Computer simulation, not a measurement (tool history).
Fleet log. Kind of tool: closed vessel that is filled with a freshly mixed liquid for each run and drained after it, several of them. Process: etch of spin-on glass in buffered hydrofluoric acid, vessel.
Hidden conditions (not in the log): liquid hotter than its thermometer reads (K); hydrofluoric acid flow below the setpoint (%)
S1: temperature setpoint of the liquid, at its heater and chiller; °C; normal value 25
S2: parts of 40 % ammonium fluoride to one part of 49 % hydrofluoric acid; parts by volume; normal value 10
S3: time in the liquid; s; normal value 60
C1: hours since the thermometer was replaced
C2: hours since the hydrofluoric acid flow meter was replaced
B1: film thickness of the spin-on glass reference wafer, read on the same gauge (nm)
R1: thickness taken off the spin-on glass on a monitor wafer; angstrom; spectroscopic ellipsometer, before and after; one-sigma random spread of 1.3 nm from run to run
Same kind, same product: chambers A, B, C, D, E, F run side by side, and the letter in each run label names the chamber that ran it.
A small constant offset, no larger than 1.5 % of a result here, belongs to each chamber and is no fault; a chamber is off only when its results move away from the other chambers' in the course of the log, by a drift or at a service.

| run | hour | S1 | S2 | S3 | C1 | C2 | B1 | R1 |
|---|---|---|---|---|---|---|---|---|
| 1B | 6.1 | 25 | 10 | 60 | 197.5 | 1526.9 | 120 | 1946.2 |
| 2A | 10.7 | 25 | 10 | 60 | 46.5 | 1188.6 | 120 | 1975.6 |
| 3C | 15.5 | 25 | 10 | 60 | 450.7 | 917.4 | 119.99 | 1931.2 |
| 4D | 19.5 | 25 | 10 | 60 | 2127.7 | 1126 | 119.98 | 1926.3 |
| 5E | 23.3 | 25 | 10 | 60 | 1218.3 | 528.4 | 120.01 | 1944.9 |
| 6F | 26.7 | 25 | 10 | 60 | 508.1 | 689.1 | 119.99 | 1972.3 |
| 7B | 31.6 | 25 | 10 | 60 | 223 | 1552.4 | 119.97 | 1934.3 |
| 8D | 36.5 | 25 | 10 | 60 | 2144.7 | 1143 | 119.99 | 1935.2 |
| 9E | 42 | 25 | 10 | 60 | 1237 | 547.1 | 120.03 | 1933.8 |
| 10A | 45.3 | 25 | 10 | 60 | 81.1 | 1223.2 | 119.99 | 1943.6 |
|  | 47.2 | chamber C: hydrofluoric acid flow meter replaced |
| 11F | 50.2 | 25 | 10 | 60 | 531.6 | 712.6 | 119.97 | 1962.6 |
| 12C | 53.8 | 25 | 10 | 60 | 489 | 6.6 | 119.99 | 1933.8 |
| 13B | 58.7 | 25 | 10 | 60 | 250.1 | 1579.5 | 120.01 | 1944.7 |
| 14C | 64.3 | 25 | 10 | 60 | 499.5 | 17.1 | 119.99 | 1938 |
| 15F | 69.4 | 25 | 10 | 60 | 550.8 | 731.8 | 120.01 | 1951.5 |
| 16D | 74.9 | 25 | 10 | 45 | 2183.1 | 1181.4 | 120 | 1461.8 |
| 17E | 78.9 | 25 | 10 | 45 | 1273.9 | 584 | 120.02 | 1467.2 |
| 18A | 82.8 | 25 | 10 | 45 | 118.6 | 1260.7 | 119.98 | 1474.1 |
| 19C | 88.9 | 25 | 10 | 45 | 524.1 | 41.7 | 120.01 | 1461 |
| 20D | 95 | 25 | 10 | 45 | 2203.2 | 1201.5 | 119.99 | 1451.4 |
| 21E | 101.5 | 25 | 10 | 45 | 1296.5 | 606.6 | 120.03 | 1453.9 |
| 22B | 106.4 | 25 | 10 | 60 | 297.8 | 1627.2 | 120.01 | 1938.6 |
| 23A | 111.7 | 25 | 10 | 60 | 147.5 | 1289.6 | 119.99 | 1963.2 |
| 24F | 117.8 | 25 | 10 | 60 | 599.2 | 780.2 | 120.01 | 2025.4 |
| 25E | 120.8 | 21.5 | 10 | 30 | 1315.8 | 625.9 | 120.01 | 798.13 |
| 26D | 125.6 | 21.5 | 10 | 30 | 2233.8 | 1232.1 | 119.98 | 793.19 |
| 27B | 131.3 | 21.5 | 10 | 30 | 322.7 | 1652.1 | 120.02 | 799.67 |
| 28F | 137.4 | 21.5 | 10 | 30 | 618.8 | 799.8 | 120 | 830.55 |
| 29C | 141.4 | 21.5 | 10 | 30 | 576.6 | 94.2 | 119.98 | 797.61 |
| 30A | 147.4 | 21.5 | 10 | 30 | 183.2 | 1325.3 | 119.98 | 807.05 |
| 31C | 151.9 | 25 | 10 | 60 | 587.1 | 104.7 | 120.02 | 1947 |
| 32B | 157.1 | 21 | 10 | 60 | 348.5 | 1677.9 | 120 | 1579.1 |
| 33A | 162.8 | 21 | 10 | 60 | 198.6 | 1340.7 | 120.02 | 1568.2 |
| 34F | 169.4 | 21 | 10 | 60 | 650.8 | 831.8 | 119.98 | 1679.3 |
| 35D | 175.1 | 21 | 10 | 60 | 2283.3 | 1281.6 | 119.99 | 1544.9 |
|  | 175.3 | chamber D: hydrofluoric acid flow meter replaced |
| 36E | 178.2 | 21 | 10 | 60 | 1373.2 | 683.3 | 119.98 | 1565.7 |
| 37F | 182 | 21 | 10 | 60 | 663.4 | 844.4 | 119.98 | 1691.4 |
| 38D | 186.4 | 25 | 10 | 60 | 2294.6 | 11.2 | 119.95 | 1925.9 |
| 39A | 192.7 | 25 | 10 | 60 | 228.5 | 1370.6 | 120.02 | 1967.2 |

Each of the 6 chambers runs these same settings next. Fill in every chamber's results:
| 40A | 197.6 | 23 | 10 | 60 |  |  |  | ? |
| 40B | 197.6 | 23 | 10 | 60 |  |  |  | ? |
| 40C | 197.6 | 23 | 10 | 60 |  |  |  | ? |
| 40D | 197.6 | 23 | 10 | 60 |  |  |  | ? |
| 40E | 197.6 | 23 | 10 | 60 |  |  |  | ? |
| 40F | 197.6 | 23 | 10 | 60 |  |  |  | ? |

| run | R1 |
|---|---|
| 40A | 1734.6 |
| 40B | 1765.3 |
| 40C | 1736.7 |
| 40D | 1724.3 |
| 40E | 1736.2 |
| 40F | 1915.7 |
